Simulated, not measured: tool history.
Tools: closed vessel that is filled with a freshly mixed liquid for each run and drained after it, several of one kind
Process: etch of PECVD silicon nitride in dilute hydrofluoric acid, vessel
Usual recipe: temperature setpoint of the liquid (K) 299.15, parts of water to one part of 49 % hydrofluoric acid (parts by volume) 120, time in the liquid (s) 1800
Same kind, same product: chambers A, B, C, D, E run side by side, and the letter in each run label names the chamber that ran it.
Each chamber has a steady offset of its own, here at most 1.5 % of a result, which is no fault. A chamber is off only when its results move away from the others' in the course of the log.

| run | hour | temperature setpoint of the liquid (K) | parts of water to one part of 49 % hydrofluoric acid (parts by volume) | time in the liquid (s) | hours since the thermometer was replaced | hours since the hydrofluoric acid flow meter was replaced | read-back film thickness of the PECVD silicon nitride reference wafer, read on the same gauge (nm) | thickness taken off the PECVD silicon nitride on a monitor wafer (nm) |
|---|---|---|---|---|---|---|---|---|
| 1D | 8.1 | 299.15 | 120 | 1800 | 760 | 293.5 | 120.01 | 40.176 |
| 2E | 23.6 | 299.15 | 120 | 1800 | 1467.8 | 636.1 | 120 | 40.576 |
| 3A | 35 | 299.15 | 120 | 1800 | 881.2 | 2031.6 | 120 | 40.629 |
| 4C | 42.7 | 299.15 | 120 | 1800 | 490.4 | 459.2 | 120.01 | 40.407 |
| 5B | 55.9 | 299.15 | 120 | 1800 | 1054.6 | 1302.1 | 119.99 | 40.247 |
| 6B | 65.2 | 299.15 | 120 | 1800 | 1063.9 | 1311.4 | 120 | 39.812 |
|  | 72.7 | chamber D: thermometer replaced |
| 7A | 76.1 | 299.15 | 120 | 1800 | 922.3 | 2072.7 | 119.99 | 41.069 |
| 8D | 90 | 299.15 | 120 | 1800 | 17.3 | 375.4 | 120.01 | 40.133 |
| 9C | 106.1 | 299.15 | 120 | 1800 | 553.8 | 522.6 | 120 | 39.644 |
| 10E | 114.6 | 299.15 | 120 | 1800 | 1558.8 | 727.1 | 119.95 | 40.61 |
| 11A | 124.1 | 299.15 | 120 | 1800 | 970.3 | 2120.7 | 119.94 | 41.298 |
| 12C | 133.4 | 299.15 | 100 | 1800 | 581.1 | 549.9 | 119.98 | 47.998 |
| 13B | 142.8 | 299.15 | 100 | 1800 | 1141.5 | 1389 | 120.06 | 47.575 |
| 14E | 151.3 | 299.15 | 100 | 1800 | 1595.5 | 763.8 | 119.99 | 48.424 |
| 15D | 164.2 | 299.15 | 100 | 1800 | 91.5 | 449.6 | 119.99 | 48.438 |
| 16E | 178.6 | 299.15 | 100 | 1800 | 1622.8 | 791.1 | 120 | 48.152 |
| 17A | 193.2 | 299.15 | 120 | 1800 | 1039.4 | 2189.8 | 119.99 | 41.495 |
| 18B | 201.7 | 299.15 | 120 | 1800 | 1200.4 | 1447.9 | 120.04 | 39.054 |
| 19D | 210.5 | 299.15 | 120 | 2230 | 137.8 | 495.9 | 119.99 | 49.869 |
| 20C | 225 | 299.15 | 120 | 2230 | 672.7 | 641.5 | 119.95 | 49.873 |
| 21C | 239.3 | 299.15 | 120 | 2230 | 687 | 655.8 | 120.01 | 49.265 |
| 22A | 247.7 | 299.15 | 120 | 2230 | 1093.9 | 2244.3 | 119.97 | 50.39 |
| 23E | 263.3 | 299.15 | 120 | 2230 | 1707.5 | 875.8 | 120.01 | 49.59 |
| 24B | 273.8 | 299.15 | 120 | 1800 | 1272.5 | 1520 | 120.01 | 38.07 |
| 25D | 280.9 | 299.15 | 120 | 1800 | 208.2 | 566.3 | 119.98 | 40.508 |
| 26B | 291.8 | 299.15 | 170 | 1465 | 1290.5 | 1538 | 120.03 | 22.262 |
|  | 298.8 | chamber A: hydrofluoric acid flow meter replaced |
| 27E | 301.1 | 299.15 | 170 | 1465 | 1745.3 | 913.6 | 120.02 | 23.072 |
| 28A | 313.9 | 299.15 | 170 | 1465 | 1160.1 | 15.1 | 120.01 | 23.672 |
| 29D | 322.2 | 299.15 | 170 | 1465 | 249.5 | 607.6 | 119.99 | 23.258 |
| 30C | 338.2 | 299.15 | 170 | 1465 | 785.9 | 754.7 | 120.03 | 23.066 |
| 31B | 351.8 | 299.15 | 120 | 1800 | 1350.5 | 1598 | 120.03 | 37.936 |
| 32E | 358.8 | 299.15 | 120 | 1800 | 1803 | 971.3 | 119.95 | 39.943 |
| 33C | 370.2 | 299.15 | 120 | 1800 | 817.9 | 786.7 | 120.01 | 40.02 |
| 34D | 383.6 | 299.15 | 120 | 1800 | 310.9 | 669 | 120.01 | 40.097 |
| 35A | 395 | 299.15 | 75 | 1015 | 1241.2 | 96.2 | 119.99 | 36.687 |
| 36B | 411.1 | 299.15 | 75 | 1015 | 1409.8 | 1657.3 | 119.95 | 33.127 |
| 37D | 422.8 | 299.15 | 75 | 1015 | 350.1 | 708.2 | 120.02 | 36.31 |
|  | 428 | chamber E: hydrofluoric acid flow meter replaced |
| 38A | 430.4 | 299.15 | 75 | 1015 | 1276.6 | 131.6 | 120 | 36.928 |
| 39C | 446.3 | 299.15 | 75 | 1015 | 894 | 862.8 | 119.98 | 36.075 |
| 40E | 458.9 | 299.15 | 120 | 1800 | 1903.1 | 31 | 120 | 40.058 |
| 41D | 466 | 299.15 | 120 | 1800 | 393.3 | 751.4 | 120.03 | 40.532 |
| 42B | 473.6 | 299.15 | 120 | 1800 | 1472.3 | 1719.8 | 119.98 | 36.479 |
| 43E | 485.9 | 299.15 | 120 | 1800 | 1930.1 | 58 | 120.03 | 39.919 |
| 44C | 495.9 | 299.15 | 120 | 1800 | 943.6 | 912.4 | 120.01 | 40.199 |

All chambers now run identical settings, listed one chamber a line with results as question marks. What results will each chamber show?
| 45A | 507.6 | 294.65 | 120 | 1800 |  |  |  | ? |
| 45B | 507.6 | 294.65 | 120 | 1800 |  |  |  | ? |
| 45C | 507.6 | 294.65 | 120 | 1800 |  |  |  | ? |
| 45D | 507.6 | 294.65 | 120 | 1800 |  |  |  | ? |
| 45E | 507.6 | 294.65 | 120 | 1800 |  |  |  | ? |

| run | thickness taken off the PECVD silicon nitride on a monitor wafer (nm) |
|---|---|
| 45A | 30.635 |
| 45B | 27.165 |
| 45C | 29.945 |
| 45D | 30.336 |
| 45E | 29.862 |

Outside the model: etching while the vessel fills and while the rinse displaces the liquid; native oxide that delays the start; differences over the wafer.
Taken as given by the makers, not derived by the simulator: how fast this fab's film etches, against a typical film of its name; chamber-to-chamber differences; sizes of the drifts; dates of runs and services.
